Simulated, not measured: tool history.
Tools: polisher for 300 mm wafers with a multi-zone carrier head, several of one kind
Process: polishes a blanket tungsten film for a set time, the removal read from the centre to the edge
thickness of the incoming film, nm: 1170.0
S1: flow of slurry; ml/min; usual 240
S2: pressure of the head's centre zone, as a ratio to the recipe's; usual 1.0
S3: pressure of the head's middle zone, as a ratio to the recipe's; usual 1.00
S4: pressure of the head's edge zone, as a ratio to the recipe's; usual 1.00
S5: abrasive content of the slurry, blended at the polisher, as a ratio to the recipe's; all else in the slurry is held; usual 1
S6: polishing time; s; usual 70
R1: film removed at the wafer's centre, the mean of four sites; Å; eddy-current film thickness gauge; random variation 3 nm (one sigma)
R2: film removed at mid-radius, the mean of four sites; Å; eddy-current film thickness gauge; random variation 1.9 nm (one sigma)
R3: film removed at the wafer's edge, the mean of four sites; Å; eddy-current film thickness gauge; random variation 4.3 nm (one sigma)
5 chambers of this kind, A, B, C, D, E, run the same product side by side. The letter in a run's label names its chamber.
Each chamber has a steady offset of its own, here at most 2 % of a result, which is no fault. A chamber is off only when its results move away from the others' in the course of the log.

Run 1D, day 0.367: usual settings. Result: R1 2929.3 Å, R2 2931.6 Å, R3 2981.4 Å.
At day 0.504: chamber E: worn pad replaced by a new one.
At day 0.517: chamber A: worn pad replaced by a new one.
Run 2C, day 0.738: usual settings. Result: R1 2892.2 Å, R2 2899.7 Å, R3 2860.3 Å.
At day 0.946: chamber C: worn pad replaced by a new one.
Run 3E, day 0.996: usual settings. Result: R1 2823.2 Å, R2 2932.5 Å, R3 2915.0 Å.
At day 1.421: chamber B: edge zone pressure recalibrated.
Run 4A, day 1.467: usual settings. Result: R1 2885.4 Å, R2 2893.0 Å, R3 2908.5 Å.
At day 1.488: chamber B: worn pad replaced by a new one.
Run 5B, day 1.883: usual settings. Result: R1 2871.1 Å, R2 2892.8 Å, R3 2913.9 Å.
At day 2.008: chamber C: edge zone pressure recalibrated.
Run 6A, day 2.304: usual settings. Result: R1 2859.7 Å, R2 2911.4 Å, R3 2914.5 Å.
Run 7D, day 2.558: usual settings but S4 0.89. Result: R1 2924.6 Å, R2 2884.6 Å, R3 2757.3 Å.
At day 2.575: chamber D: worn pad replaced by a new one.
Run 8C, day 3.038: usual settings but S4 0.89. Result: R1 2956.2 Å, R2 2892.7 Å, R3 2698.3 Å.
Run 9B, day 3.338: usual settings but S4 0.89. Result: R1 2878.4 Å, R2 2860.5 Å, R3 2702.8 Å.
Run 10E, day 3.754: usual settings but S4 0.89. Result: R1 2877.4 Å, R2 2885.7 Å, R3 2708.0 Å.
At day 3.929: chamber A: slurry nozzle cleaned.
At day 4.054: chamber C: worn pad replaced by a new one.
At day 4.075: chamber A: worn pad replaced by a new one.
Run 11E, day 4.208: usual settings but S4 0.89. Result: R1 2886.1 Å, R2 2869.4 Å, R3 2744.0 Å.
At day 4.479: chamber E: edge zone pressure recalibrated.
At day 4.600: chamber E: worn pad replaced by a new one.
Run 12C, day 4.750: usual settings. Result: R1 2902.0 Å, R2 2893.9 Å, R3 2838.9 Å.
At day 4.938: chamber B: worn pad replaced by a new one.
Run 13A, day 5.042: usual settings. Result: R1 2859.0 Å, R2 2931.4 Å, R3 2919.0 Å.
At day 5.212: chamber A: edge zone pressure recalibrated.
At day 5.258: chamber D: edge zone pressure recalibrated.
Run 14B, day 5.333: usual settings. Result: R1 2882.7 Å, R2 2876.9 Å, R3 2852.0 Å.
At day 5.633: chamber D: worn pad replaced by a new one.
Run 15D, day 5.788: usual settings but S1 200 ml/min, S3 1.08. Result: R1 2875.6 Å, R2 3044.2 Å, R3 2834.5 Å.
Run 16C, day 6.171: usual settings but S1 200 ml/min, S3 1.08. Result: R1 2752.0 Å, R2 3024.3 Å, R3 2797.3 Å.
Run 17B, day 6.654: usual settings but S1 200 ml/min, S3 1.08. Result: R1 2766.2 Å, R2 2971.8 Å, R3 2776.2 Å.
At day 7.071: chamber C: worn pad replaced by a new one.
At day 7.075: chamber A: worn pad replaced by a new one.
Run 18E, day 7.238: usual settings but S1 200 ml/min, S3 1.08. Result: R1 2791.7 Å, R2 3039.4 Å, R3 2762.5 Å.
At day 7.554: chamber C: slurry nozzle cleaned.
Run 19A, day 7.762: usual settings but S1 200 ml/min, S3 1.08. Result: R1 2807.1 Å, R2 3016.6 Å, R3 2821.1 Å.
At day 7.992: chamber E: worn pad replaced by a new one.
At day 8.021: chamber B: worn pad replaced by a new one.
Run 20D, day 8.258: usual settings. Result: R1 2907.5 Å, R2 2853.7 Å, R3 2903.0 Å.
Run 21A, day 8.612: usual settings. Result: R1 2842.4 Å, R2 2904.2 Å, R3 2872.6 Å.
At day 8.721: chamber D: worn pad replaced by a new one.
At day 8.954: chamber A: centre zone pressure recalibrated.
Run 22D, day 9.017: usual settings but S2 0.9. Result: R1 2582.8 Å, R2 2936.1 Å, R3 2820.4 Å.
Run 23B, day 9.358: usual settings but S2 0.9. Result: R1 2467.7 Å, R2 2812.3 Å, R3 2833.8 Å.
At day 9.900: chamber C: worn pad replaced by a new one.
Run 24C, day 9.921: usual settings but S2 0.9. Result: R1 2619.6 Å, R2 2867.2 Å, R3 2805.7 Å.
Run 25E, day 10.383: usual settings but S2 0.9. Result: R1 2531.9 Å, R2 2895.6 Å, R3 2956.3 Å.
Run 26C, day 10.683: usual settings but S2 0.9. Result: R1 2583.0 Å, R2 2872.4 Å, R3 2822.2 Å.
At day 10.692: chamber A: worn pad replaced by a new one.
At day 10.762: chamber B: worn pad replaced by a new one.
Run 27A, day 10.958: usual settings. Result: R1 2861.4 Å, R2 2906.0 Å, R3 2800.5 Å.
Run 28B, day 11.300: usual settings. Result: R1 2824.5 Å, R2 2769.7 Å, R3 2765.8 Å.
At day 11.408: chamber D: worn pad replaced by a new one.
At day 11.679: chamber D: centre zone pressure recalibrated.
Run 29D, day 11.712: usual settings. Result: R1 2961.9 Å, R2 2925.3 Å, R3 2825.5 Å.
At day 11.900: chamber E: worn pad replaced by a new one.
Run 30E, day 12.062: usual settings but S3 0.95. Result: R1 2828.2 Å, R2 2737.0 Å, R3 2878.3 Å.
Run 31D, day 12.433: usual settings but S3 0.95. Result: R1 2894.0 Å, R2 2755.5 Å, R3 2875.8 Å.
Run 32E, day 12.767: usual settings but S3 0.95. Result: R1 2869.0 Å, R2 2746.7 Å, R3 2918.0 Å.
At day 12.775: chamber A: slurry nozzle cleaned.
Run 33B, day 13.092: usual settings but S3 0.95. Result: R1 2749.1 Å, R2 2628.6 Å, R3 2804.7 Å.
At day 13.096: chamber C: worn pad replaced by a new one.
Run 34A, day 13.488: usual settings but S3 0.95. Result: R1 2961.9 Å, R2 2768.0 Å, R3 2858.4 Å.
Run 35C, day 13.888: usual settings. Result: R1 2891.8 Å, R2 2881.9 Å, R3 2886.2 Å.
At day 14.367: chamber D: worn pad replaced by a new one.
Run 36D, day 14.458: usual settings. Result: R1 2980.0 Å, R2 2876.4 Å, R3 2930.8 Å.

Next, every chamber runs the same settings. What will each give?
Run 37A, day 14.883: usual settings. Result: R1 ?, R2 ?, R3 ?.
Run 37B, day 14.883: usual settings. Result: R1 ?, R2 ?, R3 ?.
Run 37C, day 14.883: usual settings. Result: R1 ?, R2 ?, R3 ?.
Run 37D, day 14.883: usual settings. Result: R1 ?, R2 ?, R3 ?.
Run 37E, day 14.883: usual settings. Result: R1 ?, R2 ?, R3 ?.

run      R1      R2      R3
37A  2890.6  2895.1  2876.8
37B  2702.7  2692.5  2780.3
37C  2906.3  2910.4  2911.7
37D  2944.8  2879.8  2932.2
37E  2873.7  2918.3  2929.5
